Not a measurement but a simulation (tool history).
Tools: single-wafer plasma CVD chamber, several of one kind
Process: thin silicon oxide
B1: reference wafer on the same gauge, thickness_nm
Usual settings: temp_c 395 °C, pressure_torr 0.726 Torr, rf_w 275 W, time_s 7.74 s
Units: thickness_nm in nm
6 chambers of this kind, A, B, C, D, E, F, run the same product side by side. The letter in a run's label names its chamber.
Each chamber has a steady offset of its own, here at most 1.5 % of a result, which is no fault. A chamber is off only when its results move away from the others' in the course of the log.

Run 1E, hour 10.6: usual settings; B1 12.195. Result: thickness_nm 12.493 nm.
Run 2F, hour 18.8: usual settings; B1 12.188. Result: thickness_nm 12.560 nm.
Run 3B, hour 28.7: usual settings; B1 12.203. Result: thickness_nm 12.592 nm.
Run 4A, hour 37.7: usual settings; B1 12.186. Result: thickness_nm 12.496 nm.
At hour 46.6: chamber D: capacitance manometer re-zeroed and calibrated.
Run 5D, hour 49.0: usual settings but rf_w 305 W; B1 12.202. Result: thickness_nm 13.324 nm.
At hour 60.3: chamber C: capacitance manometer re-zeroed and calibrated.
Run 6C, hour 60.7: usual settings but rf_w 305 W; B1 12.204. Result: thickness_nm 13.031 nm.
Run 7A, hour 75.6: usual settings but rf_w 305 W; B1 12.192. Result: thickness_nm 12.965 nm.
Run 8E, hour 89.0: usual settings but rf_w 305 W; B1 12.210. Result: thickness_nm 12.909 nm.
Run 9B, hour 101.1: usual settings but rf_w 305 W; B1 12.203. Result: thickness_nm 13.130 nm.
Run 10C, hour 116.6: usual settings but rf_w 305 W; B1 12.200. Result: thickness_nm 13.053 nm.
Run 11F, hour 128.1: usual settings; B1 12.210. Result: thickness_nm 12.458 nm.
At hour 135.0: chamber B: thermocouple changed; heater temperature recalibrated.
Run 12D, hour 136.3: usual settings; B1 12.196. Result: thickness_nm 12.616 nm.
Run 13A, hour 152.0: usual settings; B1 12.206. Result: thickness_nm 12.528 nm.
Run 14E, hour 168.0: usual settings; B1 12.185. Result: thickness_nm 12.441 nm.
Run 15D, hour 179.6: usual settings; B1 12.194. Result: thickness_nm 12.705 nm.
Run 16C, hour 195.6: usual settings but pressure_torr 0.824 Torr; B1 12.202. Result: thickness_nm 14.174 nm.
Run 17F, hour 204.8: usual settings but pressure_torr 0.824 Torr; B1 12.205. Result: thickness_nm 14.085 nm.
Run 18B, hour 214.7: usual settings but pressure_torr 0.824 Torr; B1 12.207. Result: thickness_nm 14.179 nm.
Run 19F, hour 224.5: usual settings but pressure_torr 0.824 Torr; B1 12.217. Result: thickness_nm 14.121 nm.
Run 20D, hour 234.5: usual settings but pressure_torr 0.824 Torr; B1 12.195. Result: thickness_nm 14.349 nm.
At hour 243.5: chamber B: capacitance manometer re-zeroed and calibrated.
Run 21C, hour 244.4: usual settings but pressure_torr 0.824 Torr; B1 12.194. Result: thickness_nm 14.119 nm.
Run 22B, hour 254.5: usual settings; B1 12.214. Result: thickness_nm 11.969 nm.
Run 23E, hour 268.9: usual settings; B1 12.202. Result: thickness_nm 12.393 nm.
Run 24A, hour 282.7: usual settings; B1 12.204. Result: thickness_nm 12.533 nm.
Run 25E, hour 290.4: usual settings; B1 12.190. Result: thickness_nm 12.462 nm.
Run 26B, hour 306.4: usual settings but pressure_torr 0.860 Torr; B1 12.207. Result: thickness_nm 13.988 nm.
Run 27C, hour 314.0: usual settings but pressure_torr 0.860 Torr; B1 12.198. Result: thickness_nm 14.771 nm.
Run 28F, hour 326.6: usual settings but pressure_torr 0.860 Torr; B1 12.202. Result: thickness_nm 14.686 nm.
Run 29A, hour 335.5: usual settings but pressure_torr 0.860 Torr; B1 12.216. Result: thickness_nm 14.690 nm.
Run 30D, hour 344.8: usual settings but pressure_torr 0.860 Torr; B1 12.211. Result: thickness_nm 14.912 nm.
Run 31D, hour 353.4: usual settings but pressure_torr 0.860 Torr; B1 12.193. Result: thickness_nm 14.931 nm.
At hour 357.4: chamber C: thermocouple changed; heater temperature recalibrated.
Run 32F, hour 364.2: usual settings; B1 12.196. Result: thickness_nm 12.421 nm.
Run 33C, hour 376.9: usual settings but time_s 6.71 s; B1 12.211. Result: thickness_nm 10.949 nm.
Run 34E, hour 384.6: usual settings but time_s 6.71 s; B1 12.208. Result: thickness_nm 10.720 nm.
Run 35A, hour 397.6: usual settings but time_s 6.71 s; B1 12.188. Result: thickness_nm 10.807 nm.
Run 36B, hour 411.4: usual settings but time_s 6.71 s; B1 12.193. Result: thickness_nm 10.331 nm.
Run 37B, hour 426.3: usual settings but time_s 6.71 s; B1 12.190. Result: thickness_nm 10.350 nm.
Run 38D, hour 439.3: usual settings but time_s 6.71 s; B1 12.208. Result: thickness_nm 10.931 nm.
Run 39A, hour 449.2: usual settings but temp_c 388 °C; B1 12.202. Result: thickness_nm 12.672 nm.
Run 40F, hour 457.6: usual settings but temp_c 388 °C; B1 12.203. Result: thickness_nm 12.562 nm.

All 6 chambers run these settings next. Forecast each chamber's results:
Run 41A, hour 469.1: usual settings. Result: thickness_nm ?.
Run 41B, hour 469.1: usual settings. Result: thickness_nm ?.
Run 41C, hour 469.1: usual settings. Result: thickness_nm ?.
Run 41D, hour 469.1: usual settings. Result: thickness_nm ?.
Run 41E, hour 469.1: usual settings. Result: thickness_nm ?.
Run 41F, hour 469.1: usual settings. Result: thickness_nm ?.

run  thickness_nm
41A        12.535
41B        11.942
41C        12.576
41D        12.649
41E        12.350
41F        12.548

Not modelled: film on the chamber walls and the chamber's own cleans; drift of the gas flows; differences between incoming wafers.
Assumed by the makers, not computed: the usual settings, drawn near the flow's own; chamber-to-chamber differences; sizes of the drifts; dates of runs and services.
